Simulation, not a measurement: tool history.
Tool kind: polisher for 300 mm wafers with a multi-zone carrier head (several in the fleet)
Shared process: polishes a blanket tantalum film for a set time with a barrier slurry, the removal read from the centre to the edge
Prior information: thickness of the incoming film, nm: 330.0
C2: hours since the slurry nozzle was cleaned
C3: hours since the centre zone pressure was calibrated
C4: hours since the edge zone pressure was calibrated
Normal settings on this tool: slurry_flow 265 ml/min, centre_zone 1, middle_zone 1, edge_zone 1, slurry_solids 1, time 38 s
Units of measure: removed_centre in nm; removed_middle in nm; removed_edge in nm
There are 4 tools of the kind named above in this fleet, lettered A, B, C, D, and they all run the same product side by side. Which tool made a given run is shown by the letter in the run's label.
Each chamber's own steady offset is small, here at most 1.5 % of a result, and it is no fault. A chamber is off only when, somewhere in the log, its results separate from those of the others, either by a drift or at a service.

Run 1C, hour 10: usual settings; wafers polished on this pad 578; C2 322.8; C3 49.7; C4 739. Result: removed_centre 26.601 nm, removed_middle 26.072 nm, removed_edge 27.46 nm.
Run 2D, hour 19.3: usual settings; wafers polished on this pad 725; C2 256.4; C3 159.3; C4 994. Result: removed_centre 26.315 nm, removed_middle 26.915 nm, removed_edge 26.846 nm.
Run 3B, hour 31.4: usual settings; wafers polished on this pad 730; C2 237.7; C3 378.3; C4 270.8. Result: removed_centre 26.228 nm, removed_middle 26.744 nm, removed_edge 26.953 nm.
At hour 33.9: chamber A: worn pad replaced by a new one.
At hour 35.3: chamber D: worn pad replaced by a new one.
Run 4A, hour 43.8: usual settings; wafers polished on this pad 150; C2 356.6; C3 67.8; C4 690.1. Result: removed_centre 26.022 nm, removed_middle 26.211 nm, removed_edge 26.589 nm.
At hour 50.4: chamber B: worn pad replaced by a new one.
Run 5C, hour 52.2: usual settings; wafers polished on this pad 1216; C2 365; C3 91.9; C4 781.2. Result: removed_centre 26.418 nm, removed_middle 26.215 nm, removed_edge 26.907 nm.
At hour 57.5: chamber D: slurry nozzle cleaned.
At hour 57.8: chamber C: worn pad replaced by a new one.
Run 6D, hour 58.9: usual settings; wafers polished on this pad 357; C2 1.5; C3 198.9; C4 1033.6. Result: removed_centre 26.373 nm, removed_middle 26.569 nm, removed_edge 26.105 nm.
Run 7A, hour 68.3: usual settings but slurry_flow 205 ml/min; wafers polished on this pad 520; C2 381.1; C3 92.3; C4 714.6. Result: removed_centre 25.238 nm, removed_middle 26.485 nm, removed_edge 25.792 nm.
Run 8B, hour 73.9: usual settings but slurry_flow 205 ml/min; wafers polished on this pad 355; C2 280.2; C3 420.8; C4 313.3. Result: removed_centre 25.462 nm, removed_middle 25.644 nm, removed_edge 26.08 nm.
Run 9A, hour 80.2: usual settings but slurry_flow 205 ml/min; wafers polished on this pad 700; C2 393; C3 104.2; C4 726.5. Result: removed_centre 25.3 nm, removed_middle 26.024 nm, removed_edge 25.807 nm.
Run 10C, hour 89.1: usual settings but slurry_flow 205 ml/min; wafers polished on this pad 474; C2 401.9; C3 128.8; C4 818.1. Result: removed_centre 25.971 nm, removed_middle 25.853 nm, removed_edge 26.482 nm.
Run 11B, hour 94.9: usual settings; wafers polished on this pad 672; C2 301.2; C3 441.8; C4 334.3. Result: removed_centre 26.773 nm, removed_middle 26.2 nm, removed_edge 26.241 nm.
At hour 99.7: chamber C: edge zone pressure recalibrated.
Run 12D, hour 101.8: usual settings; wafers polished on this pad 1006; C2 44.4; C3 241.8; C4 1076.5. Result: removed_centre 26.262 nm, removed_middle 26.32 nm, removed_edge 26.275 nm.
At hour 104.5: chamber D: worn pad replaced by a new one.
Run 13D, hour 108.8: usual settings; wafers polished on this pad 65; C2 51.4; C3 248.8; C4 1083.5. Result: removed_centre 26.281 nm, removed_middle 26.665 nm, removed_edge 26.324 nm.
At hour 110.1: chamber A: worn pad replaced by a new one.
At hour 112.2: chamber B: worn pad replaced by a new one.
Run 14B, hour 121: usual settings but middle_zone 1.11, edge_zone 1.05; wafers polished on this pad 134; C2 327.3; C3 467.9; C4 360.4. Result: removed_centre 26.383 nm, removed_middle 30.271 nm, removed_edge 27.066 nm.
At hour 128.3: chamber C: worn pad replaced by a new one.
Run 15C, hour 130.9: usual settings but middle_zone 1.11, edge_zone 1.05; wafers polished on this pad 39; C2 443.7; C3 170.6; C4 31.3. Result: removed_centre 26.112 nm, removed_middle 28.758 nm, removed_edge 27.795 nm.
Run 16A, hour 138.4: usual settings but middle_zone 1.11, edge_zone 1.05; wafers polished on this pad 428; C2 451.2; C3 162.4; C4 784.7. Result: removed_centre 25.904 nm, removed_middle 29.596 nm, removed_edge 26.811 nm.
Run 17B, hour 147.1: usual settings but middle_zone 1.11, edge_zone 1.05; wafers polished on this pad 528; C2 353.4; C3 494; C4 386.5. Result: removed_centre 25.991 nm, removed_middle 29.697 nm, removed_edge 27.447 nm.
Run 18A, hour 157.6: usual settings; wafers polished on this pad 718; C2 470.4; C3 181.6; C4 803.9. Result: removed_centre 26.285 nm, removed_middle 26.662 nm, removed_edge 25.525 nm.
At hour 167: chamber B: worn pad replaced by a new one.
At hour 168.3: chamber D: worn pad replaced by a new one.
Run 19C, hour 170.1: usual settings; wafers polished on this pad 632; C2 482.9; C3 209.8; C4 70.5. Result: removed_centre 25.951 nm, removed_middle 26.978 nm, removed_edge 26.54 nm.
Run 20D, hour 178.7: usual settings; wafers polished on this pad 157; C2 121.3; C3 318.7; C4 1153.4. Result: removed_centre 25.426 nm, removed_middle 26.629 nm, removed_edge 25.782 nm.
At hour 182.5: chamber A: worn pad replaced by a new one.
Run 21B, hour 185.3: usual settings; wafers polished on this pad 277; C2 391.6; C3 532.2; C4 424.7. Result: removed_centre 25.999 nm, removed_middle 25.969 nm, removed_edge 26.828 nm.
Run 22D, hour 193.8: usual settings; wafers polished on this pad 385; C2 136.4; C3 333.8; C4 1168.5. Result: removed_centre 24.492 nm, removed_middle 26.824 nm, removed_edge 26.491 nm.
Run 23A, hour 205.9: usual settings; wafers polished on this pad 355; C2 518.7; C3 229.9; C4 852.2. Result: removed_centre 26.998 nm, removed_middle 26.205 nm, removed_edge 26.149 nm.
At hour 213.9: chamber C: worn pad replaced by a new one.
Run 24C, hour 216.3: usual settings; wafers polished on this pad 36; C2 529.1; C3 256; C4 116.7. Result: removed_centre 26.363 nm, removed_middle 25.969 nm, removed_edge 26.384 nm.
At hour 223.9: chamber D: worn pad replaced by a new one.
Run 25B, hour 223.9: usual settings but slurry_flow 295 ml/min, edge_zone 1.1; wafers polished on this pad 861; C2 430.2; C3 570.8; C4 463.3. Result: removed_centre 26.587 nm, removed_middle 27.261 nm, removed_edge 28.69 nm.
At hour 228.9: chamber B: worn pad replaced by a new one.
Run 26A, hour 236.7: usual settings but slurry_flow 295 ml/min, edge_zone 1.1; wafers polished on this pad 820; C2 549.5; C3 260.7; C4 883. Result: removed_centre 26.616 nm, removed_middle 26.724 nm, removed_edge 28.073 nm.
Run 27C, hour 248.4: usual settings but slurry_flow 295 ml/min, edge_zone 1.1; wafers polished on this pad 522; C2 561.2; C3 288.1; C4 148.8. Result: removed_centre 26.604 nm, removed_middle 26.097 nm, removed_edge 28.617 nm.
At hour 256.3: chamber A: worn pad replaced by a new one.
Run 28D, hour 258.5: usual settings but slurry_flow 295 ml/min, edge_zone 1.1; wafers polished on this pad 523; C2 201.1; C3 398.5; C4 1233.2. Result: removed_centre 24.186 nm, removed_middle 27.153 nm, removed_edge 28.189 nm.
Run 29A, hour 270: usual settings; wafers polished on this pad 207; C2 582.8; C3 294; C4 916.3. Result: removed_centre 26.616 nm, removed_middle 26.468 nm, removed_edge 26.182 nm.
At hour 270.3: chamber D: edge zone pressure recalibrated.
Run 30C, hour 282.6: usual settings; wafers polished on this pad 1039; C2 595.4; C3 322.3; C4 183. Result: removed_centre 26.232 nm, removed_middle 26.056 nm, removed_edge 27.199 nm.
At hour 288.2: chamber D: worn pad replaced by a new one.
At hour 289.4: chamber B: worn pad replaced by a new one.
At hour 290.6: chamber B: slurry nozzle cleaned.
Run 31B, hour 293: usual settings; wafers polished on this pad 54; C2 2.5; C3 639.9; C4 532.4. Result: removed_centre 25.932 nm, removed_middle 27.034 nm, removed_edge 27.167 nm.
Run 32D, hour 303.9: usual settings but edge_zone 0.92, slurry_solids 1.3; wafers polished on this pad 237; C2 246.5; C3 443.9; C4 33.6. Result: removed_centre 25.697 nm, removed_middle 27.632 nm, removed_edge 27.105 nm.
Run 33D, hour 312.7: usual settings but edge_zone 0.92, slurry_solids 1.3; wafers polished on this pad 370; C2 255.3; C3 452.7; C4 42.4. Result: removed_centre 25.887 nm, removed_middle 28.929 nm, removed_edge 26.791 nm.
Run 34B, hour 321.2: usual settings but edge_zone 0.92, slurry_solids 1.3; wafers polished on this pad 481; C2 30.7; C3 668.1; C4 560.6. Result: removed_centre 28.126 nm, removed_middle 28.878 nm, removed_edge 27.42 nm.

Does one chamber stand apart from the rest, does the shared gauge drift, or is all well apart from small per-chamber offsets? Give the chamber and the most likely cause, where there is one.

It is chamber D that slowly wanders off from its peers.
What lies behind it: centre zone's pressure below its setpoint, % = 10.2.

Which of the 4 candidates below, each the usual settings with something changed and its results left as question marks, puts chamber D back in line with what the other chambers give on the usual settings?
Allowed miss from the other chambers' usual-settings mean, per result, to count as in line: removed_centre 1.2 nm; removed_middle 1.4 nm; removed_edge 1.2 nm
Run 35D-1, hour 330.5: usual settings but slurry_flow 255 ml/min, centre_zone 0.83, middle_zone 1.05, edge_zone 1.05, time 37 s. Result: removed_centre ?, removed_middle ?, removed_edge ?.
Run 35D-2, hour 330.5: usual settings but slurry_flow 260 ml/min, centre_zone 0.91, middle_zone 1.03, edge_zone 1.02, time 37 s. Result: removed_centre ?, removed_middle ?, removed_edge ?.
Run 35D-3, hour 330.5: usual settings but slurry_flow 270 ml/min, centre_zone 1.09, middle_zone 0.97, edge_zone 0.98, time 39 s. Result: removed_centre ?, removed_middle ?, removed_edge ?.
Run 35D-4, hour 330.5: usual settings but slurry_flow 280 ml/min, centre_zone 1.17, middle_zone 0.94, edge_zone 0.95, time 40 s. Result: removed_centre ?, removed_middle ?, removed_edge ?.

The other chambers' mean on the usual settings: removed_centre 26.525 nm; removed_middle 26.565 nm; removed_edge 26.639 nm
  run  removed_centre  removed_middle  removed_edge
35D-1          18.387          27.466        26.208
35D-2          20.477          27.029        25.852
35D-3           26.55          27.042        26.784
35D-4          29.571          27.038        27.119
35D-3 puts the chamber back in line with the other chambers.
